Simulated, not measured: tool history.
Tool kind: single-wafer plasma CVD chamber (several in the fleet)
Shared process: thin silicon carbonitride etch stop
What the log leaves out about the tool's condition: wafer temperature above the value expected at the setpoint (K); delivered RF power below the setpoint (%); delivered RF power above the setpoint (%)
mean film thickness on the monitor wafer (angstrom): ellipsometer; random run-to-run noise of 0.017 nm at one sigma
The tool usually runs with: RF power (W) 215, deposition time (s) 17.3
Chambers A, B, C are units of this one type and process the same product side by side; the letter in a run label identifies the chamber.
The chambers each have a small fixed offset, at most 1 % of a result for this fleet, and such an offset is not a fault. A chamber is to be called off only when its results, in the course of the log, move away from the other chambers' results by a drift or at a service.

run,hour,RF power (W),deposition time (s),hours since the last thermocouple change,hours since the last RF generator calibration,"read-back reference wafer on the same gauge, thickness_nm",mean film thickness on the monitor wafer (angstrom)
1A,8.9,215,17.3,251.6,2494.4,9.6000,100.980
2B,24.4,215,17.3,294.0,1267.9,9.5965,99.938
3C,36.5,215,17.3,137.3,243.2,9.5980,100.300
4A,48.1,215,17.3,290.8,2533.6,9.5933,100.820
5B,61.8,215,17.3,331.4,1305.3,9.5905,99.666
# hour 67.9: chamber A: RF generator calibrated
6C,76.6,215,17.3,177.4,283.3,9.5913,99.939
7C,86.4,215,19.1,187.2,293.1,9.5887,110.480
8B,99.4,215,19.1,369.0,1342.9,9.5864,110.130
9A,111.1,215,19.1,353.8,43.2,9.5858,111.040
10A,126.9,215,17.3,369.6,59.0,9.5860,100.910
11C,136.2,215,17.3,237.0,342.9,9.5801,99.613
12B,144.7,215,17.3,414.3,1388.2,9.5816,99.536
13B,160.4,215,17.3,430.0,1403.9,9.5793,99.970
14A,173.5,215,17.3,416.2,105.6,9.5788,100.810
15C,182.2,215,17.3,283.0,388.9,9.5743,100.090
16A,196.0,230,15.8,438.7,128.1,9.5788,93.908
17B,203.9,230,15.8,473.5,1447.4,9.5720,92.835
18C,217.2,230,15.8,318.0,423.9,9.5784,92.891
19A,229.3,215,17.3,472.0,161.4,9.5721,100.980
20C,243.5,215,17.3,344.3,450.2,9.5716,99.413
21B,254.6,215,17.3,524.2,1498.1,9.5725,99.709
22C,263.7,215,17.3,364.5,470.4,9.5699,99.577
23A,275.4,190,16.2,518.1,207.5,9.5687,90.651
24B,288.9,190,16.2,558.5,1532.4,9.5630,89.770
25A,302.8,190,16.2,545.5,234.9,9.5602,90.695
26B,317.1,215,17.3,586.7,1560.6,9.5643,99.444
27C,328.3,215,17.3,429.1,535.0,9.5609,99.617
28B,337.3,215,17.3,606.9,1580.8,9.5579,99.440
29C,344.5,215,17.3,445.3,551.2,9.5594,99.196
30A,353.6,215,17.3,596.3,285.7,9.5616,100.610
31C,365.2,215,17.3,466.0,571.9,9.5530,99.704
32A,377.0,215,17.3,619.7,309.1,9.5563,100.670
33B,392.4,200,14.6,662.0,1635.9,9.5543,82.002
34B,404.7,200,14.6,674.3,1648.2,9.5511,82.250
35C,417.4,200,14.6,518.2,624.1,9.5473,82.165
36A,431.0,215,17.3,673.7,363.1,9.5432,100.110
37A,444.5,215,17.3,687.2,376.6,9.5479,100.370
38C,460.2,215,17.3,561.0,666.9,9.5464,99.563
39B,476.2,215,17.3,745.8,1719.7,9.5452,99.312
40B,492.2,215,17.3,761.8,1735.7,9.5376,99.358
41C,506.7,215,17.3,607.5,713.4,9.5449,99.245
42A,517.8,215,17.3,760.5,449.9,9.5422,100.480
43A,527.0,215,20.1,769.7,459.1,9.5376,116.470
44B,538.8,215,20.1,808.4,1782.3,9.5394,115.120

Decide between three cases: one chamber stands off from its peers, the gauge reading all wafers drifts, or nothing is wrong past each chamber's small offset. Where a chamber is off, say which and what most likely put it there.

None of the chambers is off. What moves is the gauge, dragging all their readings along together.
What lies behind it: gauge reads low (%) = 0.679.
